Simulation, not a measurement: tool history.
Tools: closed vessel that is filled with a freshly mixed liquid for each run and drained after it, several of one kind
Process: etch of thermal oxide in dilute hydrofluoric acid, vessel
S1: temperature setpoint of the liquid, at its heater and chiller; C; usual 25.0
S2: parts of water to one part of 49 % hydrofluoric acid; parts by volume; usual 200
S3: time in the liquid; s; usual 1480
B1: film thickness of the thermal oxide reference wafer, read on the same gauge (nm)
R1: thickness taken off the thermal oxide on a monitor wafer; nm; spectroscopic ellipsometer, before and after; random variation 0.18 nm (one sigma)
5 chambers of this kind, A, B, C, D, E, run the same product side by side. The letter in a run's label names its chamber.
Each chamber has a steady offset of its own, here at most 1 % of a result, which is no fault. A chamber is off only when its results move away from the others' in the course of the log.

run   hour    S1   S2    S3      B1      R1
 1E    8.8  25.0  200  1480  120.00  32.642
 2B   16.4  25.0  200  1480  119.99  32.056
 3C   23.5  25.0  200  1480  120.00  32.520
 4A   38.4  25.0  200  1480  120.02  32.121
 5D   53.3  25.0  200  1480  119.98  32.077
 6B   62.4  25.0  200  1480  119.98  32.114
 7C   70.5  25.0  200  1480  120.00  32.418
 8A   79.3  25.0  200  1480  120.00  32.316
 9E   88.0  25.0  200  1480  119.99  32.442
10D  101.2  25.0  200  1480  119.98  32.637
11C  111.3  21.0  265  1480  120.00  19.772
12D  118.8  21.0  265  1480  120.00  19.676
13A  131.8  21.0  265  1480  120.00  19.703
14B  146.4  21.0  265  1480  120.02  19.999
15E  161.0  21.0  265  1480  120.00  19.847
     166.4  -- chamber A: hydrofluoric acid flow meter replaced
16D  170.5  25.0  200  1480  119.99  32.392
17B  177.9  25.0  200  1480  120.01  32.839
18A  189.0  25.0  200  1480  120.01  32.241
19E  200.3  25.0  200  1480  120.01  32.527
     202.3  -- chamber E: hydrofluoric acid flow meter replaced
20C  209.1  25.0  200  1480  120.02  32.024
21D  223.5  25.0  200  1480  120.01  32.235
22B  233.0  25.0  200  1480  120.01  33.290
23A  242.2  25.0  200  1480  119.99  32.480
24E  252.6  25.0  200  1480  120.01  32.545
25C  264.1  25.0  200  1480  120.02  32.531
26C  271.2  25.0  200  1480  120.00  32.567
27E  280.0  25.0  160   690  119.98  19.861
28D  289.6  25.0  160   690  119.96  19.810
29B  304.6  25.0  160   690  119.98  20.087
30A  313.6  25.0  160   690  119.99  19.601
31A  327.0  25.0  160   690  119.97  19.660

Next, every chamber runs the same settings. What will each give?
32A  337.7  28.5  200  1480       ?
32B  337.7  28.5  200  1480       ?
32C  337.7  28.5  200  1480       ?
32D  337.7  28.5  200  1480       ?
32E  337.7  28.5  200  1480       ?

run      R1
32A  36.919
32B  38.357
32C  36.932
32D  36.831
32E  37.012

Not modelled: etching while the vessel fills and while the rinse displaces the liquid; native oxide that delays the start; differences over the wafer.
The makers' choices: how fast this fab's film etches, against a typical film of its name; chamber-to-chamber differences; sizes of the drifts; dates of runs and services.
